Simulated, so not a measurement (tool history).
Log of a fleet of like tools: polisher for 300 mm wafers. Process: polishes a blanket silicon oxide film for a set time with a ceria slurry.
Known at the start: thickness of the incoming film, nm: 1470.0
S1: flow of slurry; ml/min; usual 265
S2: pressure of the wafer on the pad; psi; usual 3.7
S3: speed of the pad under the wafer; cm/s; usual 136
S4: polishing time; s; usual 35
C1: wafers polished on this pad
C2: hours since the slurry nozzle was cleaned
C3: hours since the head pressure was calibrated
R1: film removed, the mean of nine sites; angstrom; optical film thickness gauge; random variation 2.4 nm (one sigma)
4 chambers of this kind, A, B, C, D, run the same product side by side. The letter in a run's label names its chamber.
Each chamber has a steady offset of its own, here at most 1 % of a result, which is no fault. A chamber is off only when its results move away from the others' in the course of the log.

run,hour,S1,S2,S3,S4,C1,C2,C3,R1
1C,11.4,265,3.7,136,35,385,248.6,174.9,2853.7
# hour 18.6: chamber C: worn pad replaced by a new one
2B,19.8,265,3.7,136,35,583,557.3,153.1,2809
# hour 26.3: chamber A: worn pad replaced by a new one
3A,27.3,265,3.7,136,35,8,231.1,446.8,2844.7
4D,41.9,265,3.7,136,35,837,322.9,58.8,2827.3
5B,55.4,265,3.7,136,35,869,592.9,188.7,2781.8
6C,65.4,265,3.7,136,35,376,302.6,228.9,2814.3
# hour 74.2: chamber C: worn pad replaced by a new one
7A,74.5,265,3.7,136,35,387,278.3,494,2806.2
8D,82.5,265,4.1,136,35,1163,363.5,99.4,3059
# hour 87.5: chamber D: worn pad replaced by a new one
9C,95.6,265,4.1,136,35,172,332.8,259.1,3124.4
10A,106.3,265,4.1,136,35,643,310.1,525.8,3175
# hour 108.8: chamber B: worn pad replaced by a new one
11B,115.2,265,4.1,136,35,51,652.7,248.5,3190.3
# hour 115.5: chamber A: head pressure recalibrated
# hour 120.9: chamber A: worn pad replaced by a new one
12D,126.8,175,3.7,136,35,316,407.8,143.7,2702.4
13A,135.7,175,3.7,136,35,119,339.5,20.3,2700.8
# hour 140.4: chamber C: worn pad replaced by a new one
14D,148.8,175,3.7,136,35,493,429.8,165.7,2666.5
# hour 158.8: chamber A: slurry nozzle cleaned
15B,161.9,175,3.7,136,35,427,699.4,295.2,2782.2
16C,175.9,265,3.7,136,35,285,413.1,339.4,2820.5
17C,184.6,265,3.7,136,35,355,421.8,348.1,2809.3
# hour 191.5: chamber C: slurry nozzle cleaned
18A,196.2,265,3.7,136,35,605,37.5,80.8,2822.2
19B,210,265,3.7,136,35,813,747.5,343.3,2970.6
# hour 212.3: chamber C: worn pad replaced by a new one
# hour 213.5: chamber D: worn pad replaced by a new one
# hour 216.7: chamber A: worn pad replaced by a new one
20D,217.4,265,3.7,136,35,31,498.4,234.3,2802.8
21C,231.7,265,3.7,136,35,156,40.2,395.2,2832.4
22A,239.3,265,4.8,136,35,182,80.6,123.9,3697.1
# hour 246.8: chamber B: slurry nozzle cleaned
23B,247.2,265,4.8,136,35,1112,0.4,380.5,3874
24D,255.1,265,4.8,136,35,334,536.1,272,3679.2
25B,266.6,265,4.8,136,35,1268,19.8,399.9,3921.9
26D,280.4,265,3.7,136,29,538,561.4,297.3,2342.3
27A,293.9,265,3.7,136,29,621,135.2,178.5,2371.4

All 4 chambers run these settings next. Forecast each chamber's results:
28A,304.6,265,3.7,136,35,,,,?
28B,304.6,265,3.7,136,35,,,,?
28C,304.6,265,3.7,136,35,,,,?
28D,304.6,265,3.7,136,35,,,,?

run,R1
28A,2834.8
28B,3087.5
28C,2792.5
28D,2845.6
